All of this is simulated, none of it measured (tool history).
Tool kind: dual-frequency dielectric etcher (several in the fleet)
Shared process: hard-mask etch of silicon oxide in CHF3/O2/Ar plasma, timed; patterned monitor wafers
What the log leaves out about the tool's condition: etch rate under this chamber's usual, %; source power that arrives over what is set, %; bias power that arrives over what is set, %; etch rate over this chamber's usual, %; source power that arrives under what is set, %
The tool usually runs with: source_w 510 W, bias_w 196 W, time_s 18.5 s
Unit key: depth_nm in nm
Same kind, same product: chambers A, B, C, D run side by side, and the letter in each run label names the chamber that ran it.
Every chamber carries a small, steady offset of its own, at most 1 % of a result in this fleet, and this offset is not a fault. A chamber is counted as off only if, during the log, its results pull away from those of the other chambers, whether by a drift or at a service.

| run | hour | source_w | bias_w | time_s | hours since the last wet clean | hours since the last source power generator calibration | hours since the last bias power generator calibration | read-back reference wafer on the same gauge, depth_nm | depth_nm |
|---|---|---|---|---|---|---|---|---|---|
| 1D | 6.9 | 510 | 196 | 18.5 | 193.7 | 118.8 | 2109.6 | 38.525 | 35.274 |
| 2A | 12.9 | 510 | 196 | 18.5 | 259.1 | 890.5 | 1911.0 | 38.512 | 35.366 |
| 3B | 23.9 | 510 | 196 | 18.5 | 155.5 | 2942.8 | 1036.6 | 38.491 | 35.812 |
| 4C | 32.1 | 510 | 196 | 18.5 | 104.4 | 2876.3 | 1164.3 | 38.476 | 35.083 |
| 5B | 39.5 | 510 | 196 | 18.5 | 171.1 | 2958.4 | 1052.2 | 38.505 | 35.519 |
| 6D | 48.9 | 560 | 238 | 18.5 | 235.7 | 160.8 | 2151.6 | 38.523 | 39.015 |
| 7C | 59.4 | 560 | 238 | 18.5 | 131.7 | 2903.6 | 1191.6 | 38.492 | 39.506 |
| 8A | 65.0 | 560 | 238 | 18.5 | 311.2 | 942.6 | 1963.1 | 38.522 | 39.450 |
| 9A | 75.3 | 560 | 238 | 18.5 | 321.5 | 952.9 | 1973.4 | 38.554 | 39.214 |
| 10C | 85.8 | 510 | 196 | 18.5 | 158.1 | 2930.0 | 1218.0 | 38.520 | 34.983 |
| 11D | 95.6 | 590 | 196 | 20.5 | 282.4 | 207.5 | 2198.3 | 38.525 | 41.421 |
| 12B | 106.5 | 590 | 196 | 20.5 | 238.1 | 3025.4 | 1119.2 | 38.470 | 41.762 |
| 13C | 116.9 | 590 | 196 | 20.5 | 189.2 | 2961.1 | 1249.1 | 38.511 | 41.548 |
| 14B | 128.7 | 590 | 196 | 20.5 | 260.3 | 3047.6 | 1141.4 | 38.506 | 41.868 |
| 15D | 140.3 | 510 | 196 | 18.5 | 327.1 | 252.2 | 2243.0 | 38.484 | 35.505 |
| 16A | 146.8 | 510 | 196 | 18.5 | 393.0 | 1024.4 | 2044.9 | 38.506 | 34.748 |
| 17C | 158.2 | 510 | 196 | 18.5 | 230.5 | 3002.4 | 1290.4 | 38.503 | 35.189 |
| 18A | 164.2 | 510 | 196 | 18.5 | 410.4 | 1041.8 | 2062.3 | 38.534 | 34.993 |
| 19D | 170.5 | 510 | 196 | 18.5 | 357.3 | 282.4 | 2273.2 | 38.512 | 35.348 |
| 20B | 181.5 | 510 | 196 | 18.5 | 313.1 | 3100.4 | 1194.2 | 38.497 | 35.593 |
| 21C | 191.6 | 510 | 196 | 18.5 | 263.9 | 3035.8 | 1323.8 | 38.454 | 35.085 |
| 22D | 203.2 | 510 | 196 | 18.5 | 390.0 | 315.1 | 2305.9 | 38.484 | 35.383 |
| 23A | 211.6 | 510 | 196 | 18.5 | 457.8 | 1089.2 | 2109.7 | 38.535 | 34.388 |
| 24B | 222.7 | 590 | 196 | 18.5 | 354.3 | 3141.6 | 1235.4 | 38.508 | 37.589 |
| 25A | 232.9 | 590 | 196 | 18.5 | 479.1 | 1110.5 | 2131.0 | 38.530 | 36.440 |
| 26D | 239.4 | 590 | 196 | 18.5 | 426.2 | 351.3 | 2342.1 | 38.486 | 37.341 |
| 27C | 245.5 | 590 | 196 | 18.5 | 317.8 | 3089.7 | 1377.7 | 38.503 | 37.379 |
| 28B | 256.5 | 510 | 196 | 18.5 | 388.1 | 3175.4 | 1269.2 | 38.454 | 35.656 |
| 29C | 262.7 | 510 | 196 | 18.5 | 335.0 | 3106.9 | 1394.9 | 38.481 | 35.048 |
| 30A | 268.1 | 510 | 196 | 18.5 | 514.3 | 1145.7 | 2166.2 | 38.482 | 34.282 |
| 31B | 273.5 | 510 | 196 | 18.5 | 405.1 | 3192.4 | 1286.2 | 38.464 | 35.779 |
| 32D | 280.5 | 510 | 196 | 18.5 | 467.3 | 392.4 | 2383.2 | 38.537 | 35.299 |

The same settings go to every chamber for the next run, one line per chamber below. Forecast the results for each:
| 33A | 288.9 | 510 | 169 | 18.5 |  |  |  |  | ? |
| 33B | 288.9 | 510 | 169 | 18.5 |  |  |  |  | ? |
| 33C | 288.9 | 510 | 169 | 18.5 |  |  |  |  | ? |
| 33D | 288.9 | 510 | 169 | 18.5 |  |  |  |  | ? |

| run | depth_nm |
|---|---|
| 33A | 32.422 |
| 33B | 33.821 |
| 33C | 33.420 |
| 33D | 33.833 |

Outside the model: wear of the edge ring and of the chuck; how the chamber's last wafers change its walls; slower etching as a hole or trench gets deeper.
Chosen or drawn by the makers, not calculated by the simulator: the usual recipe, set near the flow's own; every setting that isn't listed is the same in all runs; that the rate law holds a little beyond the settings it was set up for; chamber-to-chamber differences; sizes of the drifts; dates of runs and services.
